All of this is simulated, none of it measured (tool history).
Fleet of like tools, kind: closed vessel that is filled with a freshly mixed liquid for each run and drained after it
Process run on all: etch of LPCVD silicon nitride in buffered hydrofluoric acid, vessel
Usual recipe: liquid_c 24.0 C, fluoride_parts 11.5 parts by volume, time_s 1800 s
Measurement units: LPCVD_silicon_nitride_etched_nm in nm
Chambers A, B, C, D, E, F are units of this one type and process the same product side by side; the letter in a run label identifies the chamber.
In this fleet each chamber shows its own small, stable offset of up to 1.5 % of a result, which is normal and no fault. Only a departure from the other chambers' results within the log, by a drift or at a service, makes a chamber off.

run,hour,liquid_c,fluoride_parts,time_s,hours since the thermometer was replaced,hours since the hydrofluoric acid flow meter was replaced,"read-back film thickness of the LPCVD silicon nitride reference wafer, read on the same gauge (nm)",LPCVD_silicon_nitride_etched_nm
1B,6.0,24.0,11.5,1800,1185.5,40.7,39.981,21.734
2D,10.2,24.0,11.5,1800,1210.1,246.1,39.991,21.896
3C,16.3,24.0,11.5,1800,1049.6,20.5,39.986,21.908
4F,25.7,24.0,11.5,1800,885.1,246.6,39.995,22.097
5E,33.4,24.0,11.5,1800,535.5,146.9,40.015,21.922
6A,41.8,24.0,11.5,1800,2026.7,520.1,40.005,22.003
7C,48.0,24.0,11.5,1800,1081.3,52.2,39.995,21.963
8E,53.2,24.0,11.5,1800,555.3,166.7,39.974,22.155
# hour 56.3: chamber E: thermometer replaced
9B,58.5,24.0,11.5,1800,1238.0,93.2,40.004,21.586
10F,64.5,24.0,11.5,1800,923.9,285.4,40.004,22.125
11A,72.9,24.0,11.5,1800,2057.8,551.2,40.000,22.007
12D,81.9,28.5,11.5,1800,1281.8,317.8,40.002,28.050
13B,87.8,28.5,11.5,1800,1267.3,122.5,39.995,27.678
14C,96.4,28.5,11.5,1800,1129.7,100.6,39.999,27.892
15D,101.0,28.5,11.5,1800,1300.9,336.9,39.991,28.007
16F,108.5,28.5,11.5,1800,967.9,329.4,40.007,28.213
17E,113.8,28.5,11.5,1800,57.5,227.3,39.993,28.182
18A,122.1,24.0,11.5,1800,2107.0,600.4,40.008,22.130
19D,126.3,24.0,11.5,1800,1326.2,362.2,39.969,21.849
20A,131.8,24.0,11.5,1800,2116.7,610.1,39.980,22.365
21E,135.9,20.5,11.5,1800,79.6,249.4,39.996,18.092
22C,145.0,20.5,11.5,1800,1178.3,149.2,39.998,18.179
23B,150.8,20.5,11.5,1800,1330.3,185.5,39.997,17.910
24F,160.2,20.5,11.5,1800,1019.6,381.1,40.024,18.251
25E,168.3,20.5,11.5,1800,112.0,281.8,39.992,18.018
26C,175.4,20.5,11.5,1800,1208.7,179.6,39.953,18.128
27A,181.6,24.0,15.5,2765,2166.5,659.9,40.008,25.855
28B,188.1,24.0,15.5,2765,1367.6,222.8,40.014,25.105
29F,197.6,24.0,15.5,2765,1057.0,418.5,40.018,25.242
30D,206.6,24.0,15.5,2765,1406.5,442.5,40.013,25.198
31A,211.4,24.0,15.5,2765,2196.3,689.7,40.009,26.256
# hour 213.8: chamber D: hydrofluoric acid flow meter replaced
32E,216.4,24.0,15.5,2765,160.1,329.9,39.991,25.292
33C,222.0,24.0,11.5,1800,1255.3,226.2,39.978,21.940
34F,227.0,24.0,11.5,1800,1086.4,447.9,40.007,21.958
35D,235.2,20.5,11.5,1800,1435.1,21.4,40.001,18.049
36B,242.5,20.5,11.5,1800,1422.0,277.2,40.001,17.850
37F,247.1,20.5,11.5,1800,1106.5,468.0,40.009,18.099

Next, all 6 chambers run the settings below, one line each with question marks for the results. What does each chamber give?
38A,253.9,24.0,11.5,1370,,,,?
38B,253.9,24.0,11.5,1370,,,,?
38C,253.9,24.0,11.5,1370,,,,?
38D,253.9,24.0,11.5,1370,,,,?
38E,253.9,24.0,11.5,1370,,,,?
38F,253.9,24.0,11.5,1370,,,,?

run,LPCVD_silicon_nitride_etched_nm
38A,17.615
38B,16.629
38C,16.797
38D,16.576
38E,16.776
38F,16.703
